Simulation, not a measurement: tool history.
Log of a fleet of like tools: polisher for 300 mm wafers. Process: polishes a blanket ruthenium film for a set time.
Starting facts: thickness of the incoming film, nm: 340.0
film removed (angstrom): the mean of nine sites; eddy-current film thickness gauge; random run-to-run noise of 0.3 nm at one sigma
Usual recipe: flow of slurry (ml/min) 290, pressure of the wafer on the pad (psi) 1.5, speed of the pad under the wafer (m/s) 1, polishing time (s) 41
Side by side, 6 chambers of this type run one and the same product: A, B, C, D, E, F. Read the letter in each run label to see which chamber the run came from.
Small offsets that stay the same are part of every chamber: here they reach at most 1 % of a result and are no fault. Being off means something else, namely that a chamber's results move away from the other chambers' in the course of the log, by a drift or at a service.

run    day  flow of slurry (ml/min)  pressure of the wafer on the pad (psi)  speed of the pad under the wafer (m/s)  polishing time (s)  film removed (angstrom)
 1C  0.108                      290                                     1.5                                       1                  41                   341.67
 2F  0.279                      290                                     1.5                                       1                  41                   337.16
 3A  0.388                      290                                     1.5                                       1                  41                   335.53
 4B  0.562                      290                                     1.5                                       1                  41                   332.59
 5E  0.671                      290                                     1.5                                       1                  41                   337.63
 6D  0.862                      290                                     1.5                                       1                  41                   339.19
 7F  1.029                      240                                     1.5                                       1                  34                   274.12
 8A  1.158                      240                                     1.5                                       1                  34                   275.52
 9E  1.283                      240                                     1.5                                       1                  34                   276.69
10C  1.392                      240                                     1.5                                       1                  34                   280.92
     1.396  -- chamber B: worn pad replaced by a new one
11D  1.579                      240                                     1.5                                       1                  34                   274.92
     1.583  -- chamber D: worn pad replaced by a new one
12B  1.667                      240                                     1.5                                       1                  34                   271.34
     1.738  -- chamber C: worn pad replaced by a new one
13D  1.775                      290                                     1.5                                       1                  41                   338.57
14B  1.871                      290                                     1.5                                       1                  41                   337.32
     1.983  -- chamber A: head pressure recalibrated
     1.996  -- chamber A: worn pad replaced by a new one
15A      2                      290                                     1.8                                       1                  41                   423.95
      2.05  -- chamber E: worn pad replaced by a new one
16E  2.133                      290                                     1.8                                       1                  41                   405.61
17C  2.246                      290                                     1.8                                       1                  41                   409.04
18F  2.367                      290                                     1.8                                       1                  41                    404.5
19A  2.479                      290                                     1.8                                       1                  41                    423.2
20C  2.612                      290                                     1.8                                       1                  41                   406.94
21E  2.729                      290                                     1.5                                       1                  41                   339.56
     2.804  -- chamber F: worn pad replaced by a new one
22F  2.829                      290                                     1.5                                       1                  41                   339.75
23B  2.967                      290                                     1.5                                       1                  41                   334.54
24D  3.067                      290                                     1.5                                       1                  41                   336.27
     3.188  -- chamber D: head pressure recalibrated
25D  3.258                      290                                     1.5                                       1                  41                    339.6
     3.362  -- chamber C: worn pad replaced by a new one
26B  3.404                      290                                     1.5                                       1                  41                   335.02
27F  3.496                      290                                     1.5                                       1                  41                   332.84
     3.646  -- chamber B: worn pad replaced by a new one
28C   3.65                      290                                     1.5                                       1                  41                   340.89
29A  3.817                      290                                     1.5                                       1                  41                   359.94
30E  3.946                      290                                     1.5                                       1                  41                   342.16
31E  4.129                      290                                     1.5                                       1                  41                   337.54
32A  4.238                      290                                     1.5                                       1                  41                   356.37
33C  4.388                      290                                     1.5                                       1                  41                    338.4
34F  4.488                      290                                     1.5                                       1                  41                   338.96
35B  4.617                      290                                     1.5                                       1                  41                   329.86
36D  4.767                      290                                     1.5                                       1                  41                   336.91
37F  4.908                      290                                     1.5                                       1                  41                   339.95

For the next run the whole fleet of 6 chambers uses the same settings. Give each chamber's results:
38A  5.05                      290                                     1.5                                       1                  41                        ?
38B  5.05                      290                                     1.5                                       1                  41                        ?
38C  5.05                      290                                     1.5                                       1                  41                        ?
38D  5.05                      290                                     1.5                                       1                  41                        ?
38E  5.05                      290                                     1.5                                       1                  41                        ?
38F  5.05                      290                                     1.5                                       1                  41                        ?

run  film removed (angstrom)
38A                    355.3
38B                   333.64
38C                   336.74
38D                    342.3
38E                    335.8
38F                   336.15
